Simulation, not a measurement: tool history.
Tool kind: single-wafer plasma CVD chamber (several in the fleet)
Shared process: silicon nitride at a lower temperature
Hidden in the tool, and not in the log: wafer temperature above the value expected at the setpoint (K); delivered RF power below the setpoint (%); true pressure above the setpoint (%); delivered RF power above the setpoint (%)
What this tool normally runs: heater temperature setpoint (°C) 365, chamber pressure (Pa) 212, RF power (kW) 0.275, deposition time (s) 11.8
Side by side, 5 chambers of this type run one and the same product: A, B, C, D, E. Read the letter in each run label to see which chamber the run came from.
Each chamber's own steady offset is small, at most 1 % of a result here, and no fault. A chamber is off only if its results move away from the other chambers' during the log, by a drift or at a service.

run	hour	heater temperature setpoint (°C)	chamber pressure (Pa)	RF power (kW)	deposition time (s)	hours since the last thermocouple change	hours since the last RF generator calibration	hours since the last manometer calibration	read-back reference wafer on the same gauge, thickness_nm	mean film thickness on the monitor wafer (Å)
1C	11.2	365	212	0.275	11.8	732.3	556.1	2280.6	10.590	129.98
2E	23.7	365	212	0.275	11.8	594.0	673.2	1851.0	10.613	130.54
3D	32.4	365	212	0.275	11.8	2311.7	431.4	629.5	10.606	130.33
4A	40.4	365	212	0.275	11.8	1541.5	721.5	2223.9	10.594	132.27
5B	52.8	365	212	0.275	11.8	1378.0	378.2	171.2	10.595	130.66
6A	60.8	365	212	0.250	12.9	1561.9	741.9	2244.3	10.610	132.90
7C	70.5	365	212	0.250	12.9	791.6	615.4	2339.9	10.604	132.54
8B	81.8	365	212	0.250	12.9	1407.0	407.2	200.2	10.596	133.13
9D	87.9	365	212	0.250	12.9	2367.2	486.9	685.0	10.595	133.22
10E	98.9	365	212	0.250	12.9	669.2	748.4	1926.2	10.589	134.05
11B	110.0	365	212	0.275	11.8	1435.2	435.4	228.4	10.603	131.46
12E	115.8	365	212	0.275	11.8	686.1	765.3	1943.1	10.618	130.30
# hour 123.1: chamber C: capacitance manometer re-zeroed and calibrated
13A	128.5	365	212	0.275	11.8	1629.6	809.6	2312.0	10.592	131.53
14C	136.5	365	212	0.275	11.8	857.6	681.4	13.4	10.578	126.73
15D	147.2	365	212	0.275	11.8	2426.5	546.2	744.3	10.591	129.70
16D	154.0	365	212	0.275	11.8	2433.3	553.0	751.1	10.610	129.96
17C	163.2	365	212	0.275	11.8	884.3	708.1	40.1	10.602	128.16
18B	174.2	352	212	0.275	13.6	1499.4	499.6	292.6	10.597	151.35
19A	182.5	352	212	0.275	13.6	1683.6	863.6	2366.0	10.602	150.82
20E	195.6	352	212	0.275	13.6	765.9	845.1	2022.9	10.597	151.87
21E	203.4	352	212	0.275	13.6	773.7	852.9	2030.7	10.591	152.19
22A	211.8	352	212	0.275	13.6	1712.9	892.9	2395.3	10.602	152.22
23B	220.5	365	212	0.275	11.8	1545.7	545.9	338.9	10.591	131.60
24D	228.6	365	212	0.275	11.8	2507.9	627.6	825.7	10.603	129.68
25C	234.9	365	212	0.275	11.8	956.0	779.8	111.8	10.580	126.41
26D	246.3	365	212	0.275	11.8	2525.6	645.3	843.4	10.604	130.54
# hour 251.7: chamber A: thermocouple changed; heater temperature recalibrated
27B	253.8	365	212	0.275	11.8	1579.0	579.2	372.2	10.604	131.95
28E	262.3	365	169	0.275	13.6	832.6	911.8	2089.6	10.592	141.10
29A	270.4	365	169	0.275	13.6	18.8	951.5	2453.9	10.587	141.55
30C	281.4	365	169	0.275	13.6	1002.5	826.3	158.3	10.602	135.07
31D	289.3	365	169	0.275	13.6	2568.6	688.3	886.4	10.599	139.06

One chamber off, gauge drift, or nothing amiss beyond the chambers' own small offsets? If it is a chamber, which one, and what is the likeliest cause?

Little by little, chamber C moves away from the other chambers.
Most likely cause: delivered RF power below the setpoint (%) = 6.03.

Below are 4 candidate recipes for chamber C's next run, each the usual settings with a change, their results shown as question marks. Which of them brings C's results back in line with what the other chambers give on the usual settings?
Allowed miss from the other chambers' usual-settings mean, per result, to count as in line: mean film thickness on the monitor wafer (Å) 2.40
32C-1	298.7	365	215	0.280	12.2					?
32C-2	298.7	365	212	0.235	11.8					?
32C-3	298.7	365	209	0.270	11.4					?
32C-4	298.7	365	219	0.290	12.6					?

On the usual settings, the other chambers give on average: mean film thickness on the monitor wafer (Å) 130.82
run	mean film thickness on the monitor wafer (Å)
32C-1	130.25
32C-2	110.44
32C-3	117.72
32C-4	138.69
32C-1 brings the chamber back in line.
